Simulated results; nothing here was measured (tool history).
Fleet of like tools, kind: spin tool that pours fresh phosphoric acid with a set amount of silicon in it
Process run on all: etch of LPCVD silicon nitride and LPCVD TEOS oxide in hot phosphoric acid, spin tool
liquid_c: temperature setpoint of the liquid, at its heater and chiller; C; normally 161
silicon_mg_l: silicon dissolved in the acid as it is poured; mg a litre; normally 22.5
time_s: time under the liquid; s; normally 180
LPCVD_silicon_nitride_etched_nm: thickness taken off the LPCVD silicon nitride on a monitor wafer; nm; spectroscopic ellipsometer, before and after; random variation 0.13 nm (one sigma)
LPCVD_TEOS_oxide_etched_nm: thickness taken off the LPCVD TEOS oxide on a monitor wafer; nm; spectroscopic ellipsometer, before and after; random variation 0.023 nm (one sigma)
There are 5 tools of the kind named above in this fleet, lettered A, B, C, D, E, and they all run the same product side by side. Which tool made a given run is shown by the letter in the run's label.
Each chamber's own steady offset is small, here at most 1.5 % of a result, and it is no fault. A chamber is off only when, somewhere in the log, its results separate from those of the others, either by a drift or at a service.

run	hour	liquid_c	silicon_mg_l	time_s	read-back film thickness of the LPCVD silicon nitride reference wafer, read on the same gauge (nm)	read-back film thickness of the LPCVD TEOS oxide reference wafer, read on the same gauge (nm)	LPCVD_silicon_nitride_etched_nm	LPCVD_TEOS_oxide_etched_nm
1E	5.7	161	22.5	180	49.998	100	15.983	0.26474
2A	9.3	161	22.5	180	50.014	99.985	15.994	0.29047
3C	12.6	161	22.5	180	50.009	100.01	15.802	0.24413
4B	18.9	161	22.5	180	49.985	100.01	15.698	0.32706
5D	25.8	161	22.5	180	50.012	99.966	15.581	0.31129
6C	31.6	161	22.5	180	50.011	99.99	15.797	0.28648
7D	35.4	161	22.5	180	50.001	99.999	15.5	0.25619
8E	41.9	161	22.5	180	49.98	99.993	15.901	0.27724
9A	47.2	161	22.5	180	50.008	100	15.892	0.22125
10B	51.5	161	22.5	180	50.004	100.03	15.503	0.2995
11B	55.6	161	22.5	180	49.994	99.991	15.713	0.30594
# hour 59.8: chamber E: thermometer replaced
12C	60.8	161	22.5	180	49.994	100.01	15.66	0.31208
13E	66	161	22.5	180	50.011	99.983	15.735	0.30094
14A	73.6	163	22.5	115	50.017	100.01	10.784	0.19461
15D	81.1	163	22.5	115	50.009	100.04	10.75	0.20481
16A	86.1	163	22.5	115	50.004	99.996	10.792	0.18514
17B	93.6	163	22.5	115	50.004	99.997	10.77	0.21914
# hour 99: chamber B: dissolved silicon flow meter replaced
18E	100.9	163	22.5	115	49.993	99.997	10.748	0.18258
19C	107.5	161	22.5	180	50.012	99.972	16.006	0.27611
20D	115.1	161	37.5	180	50.002	99.967	16.47	0.15297
21E	119.9	161	37.5	180	49.991	99.992	15.627	0.17053
# hour 122.6: chamber A: dissolved silicon flow meter replaced
22C	125	161	37.5	180	50.014	99.981	15.746	0.1605
23B	129.1	161	37.5	180	49.997	99.977	15.686	0.16541
24D	133.6	161	37.5	180	49.993	100.06	16.075	0.16604
25A	138.4	161	22.5	180	49.999	100.05	15.873	0.29202
26A	145.1	161	22.5	180	49.999	99.978	16.143	0.27917
27B	150.7	161	22.5	180	49.987	100.05	15.713	0.31095
28E	154.7	161	22.5	180	50.009	99.983	15.9	0.29197
29D	161.4	161	22.5	180	49.994	99.976	16.778	0.28648
30C	166.2	161	22.5	180	50.017	100	15.708	0.28714
31C	170.9	161	22.5	180	50.016	100	15.652	0.3055
32B	176.1	161	22.5	180	50.006	100.02	15.267	0.31232
33D	181.2	161	22.5	180	50.012	100.02	16.832	0.34373
34E	185.7	161	22.5	180	50.001	100.02	15.838	0.28998
35A	191.4	161	22.5	180	50.01	100.06	15.836	0.28319

Next, all 5 chambers run the settings below, one line each with question marks for the results. What does each chamber give?
36A	196.8	158	22.5	180			?	?
36B	196.8	158	22.5	180			?	?
36C	196.8	158	22.5	180			?	?
36D	196.8	158	22.5	180			?	?
36E	196.8	158	22.5	180			?	?

run	LPCVD_silicon_nitride_etched_nm	LPCVD_TEOS_oxide_etched_nm
36A	14.241	0.20482
36B	14.125	0.22871
36C	14.224	0.25872
36D	15.515	0.28333
36E	14.216	0.18708
